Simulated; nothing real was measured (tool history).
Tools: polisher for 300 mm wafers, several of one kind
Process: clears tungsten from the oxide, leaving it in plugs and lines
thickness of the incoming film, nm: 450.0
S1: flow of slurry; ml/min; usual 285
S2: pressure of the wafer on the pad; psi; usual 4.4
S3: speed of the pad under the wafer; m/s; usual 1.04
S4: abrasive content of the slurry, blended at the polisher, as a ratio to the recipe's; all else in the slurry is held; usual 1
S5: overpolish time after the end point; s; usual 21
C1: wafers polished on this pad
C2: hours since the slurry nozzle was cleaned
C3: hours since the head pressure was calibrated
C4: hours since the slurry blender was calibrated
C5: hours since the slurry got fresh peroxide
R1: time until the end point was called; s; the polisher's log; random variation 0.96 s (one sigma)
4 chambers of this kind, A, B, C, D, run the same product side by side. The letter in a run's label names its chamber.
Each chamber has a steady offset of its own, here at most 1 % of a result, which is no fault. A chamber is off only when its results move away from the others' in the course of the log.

run	hour	S1	S2	S3	S4	S5	C1	C2	C3	C4	C5	R1
1B	10.2	285	4.4	1.04	1	21	758	280.2	111.6	40.1	124	77.063
# hour 12: chamber C: head pressure recalibrated
# hour 12.3: chamber A: slurry blender recalibrated
# hour 12.3: chamber B: slurry tank refilled with fresh slurry and peroxide
2D	18.3	285	4.4	1.04	1	21	937	117.5	471.4	376.6	47.9	76.624
# hour 22: chamber D: slurry blender recalibrated
3C	27.7	285	4.4	1.04	1	21	1121	198.2	15.8	205.2	114.9	80.641
# hour 28.8: chamber C: slurry tank refilled with fresh slurry and peroxide
4A	35	285	4.4	1.04	1	21	440	315.7	100.8	22.8	89.3	78.638
# hour 41.9: chamber C: worn pad replaced by a new one
5A	43.8	285	4.4	1.04	1	21	501	324.5	109.6	31.6	98.1	79.795
# hour 46.5: chamber A: slurry nozzle cleaned
# hour 52.5: chamber D: slurry tank refilled with fresh slurry and peroxide
6D	54	285	4.4	1.04	1	21	1181	153.2	507.1	32	1.6	77.488
7C	61.6	285	4.4	1.04	1	21	134	232.1	49.7	239.1	32.9	77.879
8B	68.4	285	4.4	0.7	1	14	1155	338.4	169.8	98.3	56.2	115.88
# hour 75.5: chamber D: worn pad replaced by a new one
9D	75.8	285	4.4	0.7	1	14	2	175	528.9	53.8	23.4	113.8
# hour 81.9: chamber A: worn pad replaced by a new one
10B	86.6	285	4.4	0.7	1	14	1279	356.6	188	116.5	74.4	114.31
# hour 87.7: chamber B: worn pad replaced by a new one
11A	94.2	285	4.4	0.7	1	14	84	47.7	160	82	148.5	116.68
# hour 103.4: chamber A: slurry tank refilled with fresh slurry and peroxide
12C	104.3	325	4.4	1.18	1	21	425	274.8	92.4	281.8	75.6	68.015
13C	115.2	325	4.4	1.18	1	21	500	285.7	103.3	292.7	86.5	68.146
14A	120.5	325	4.4	1.18	1	21	263	74	186.3	108.3	17.1	69.769
# hour 121.1: chamber B: slurry tank refilled with fresh slurry and peroxide
15B	129.6	325	4.4	1.18	1	21	286	399.6	231	159.5	8.6	67.937
# hour 131.5: chamber D: slurry tank refilled with fresh slurry and peroxide
16D	136.4	285	4.4	1.04	1	21	415	235.6	589.5	114.4	4.9	76.916
17D	145.2	285	4.4	1.04	1	21	475	244.4	598.3	123.2	13.7	75.018
18B	154.6	285	4.4	1.04	1	21	456	424.6	256	184.5	33.6	78.976
# hour 161.2: chamber C: slurry tank refilled with fresh slurry and peroxide
19C	163.7	200	3.3	1.04	1	21	831	334.2	151.8	341.2	2.5	109.3
20A	170.6	200	3.3	1.04	1	21	605	124.1	236.4	158.4	67.2	105.73
# hour 175.6: chamber A: slurry blender recalibrated
21C	181.8	200	3.3	1.04	1	21	954	352.3	169.9	359.3	20.6	107.76
# hour 182.5: chamber C: slurry blender recalibrated
22A	191.3	200	3.3	1.04	1	21	746	144.8	257.1	15.7	87.9	109.1
# hour 192.3: chamber A: worn pad replaced by a new one
23B	200.3	285	4.4	1.04	1	21	768	470.3	301.7	230.2	79.3	79.421
# hour 205.2: chamber D: slurry tank refilled with fresh slurry and peroxide
# hour 207.2: chamber C: worn pad replaced by a new one
24D	208	285	4.4	1.04	1	21	903	307.2	661.1	186	2.8	73.578
25D	216.8	285	4.4	1.04	1.2	12	964	316	669.9	194.8	11.6	70.187
26B	223.4	285	4.4	1.04	1.2	12	925	493.4	324.8	253.3	102.4	74.909
27C	234.1	285	4.4	1.04	1.2	12	184	404.6	222.2	51.6	72.9	73.32
# hour 235.3: chamber B: slurry tank refilled with fresh slurry and peroxide
28A	243.4	285	4.4	1.04	1.2	12	349	196.9	309.2	67.8	140	74.363
# hour 243.6: chamber B: worn pad replaced by a new one
# hour 248: chamber A: slurry tank refilled with fresh slurry and peroxide
29C	253.6	285	4.4	1.04	1.25	21	317	424.1	241.7	71.1	92.4	74.188
# hour 258.7: chamber D: worn pad replaced by a new one
30D	261.6	285	4.4	1.04	1.25	21	20	360.8	714.7	239.6	56.4	68.385
31A	272.4	285	4.4	1.04	1.25	21	546	225.9	338.2	96.8	24.5	75.728
32B	278.5	285	4.4	1.04	1.25	21	238	548.5	379.9	308.4	43.3	74.293
33C	287.4	285	4.4	1.04	1	14	547	457.9	275.5	104.9	126.2	79.054

Next, every chamber runs the same settings. What will each give?
34A	295.5	285	4.4	1.04	1	21						?
34B	295.5	285	4.4	1.04	1	21						?
34C	295.5	285	4.4	1.04	1	21						?
34D	295.5	285	4.4	1.04	1	21						?

run	R1
34A	76.002
34B	80.548
34C	77.683
34D	70.325
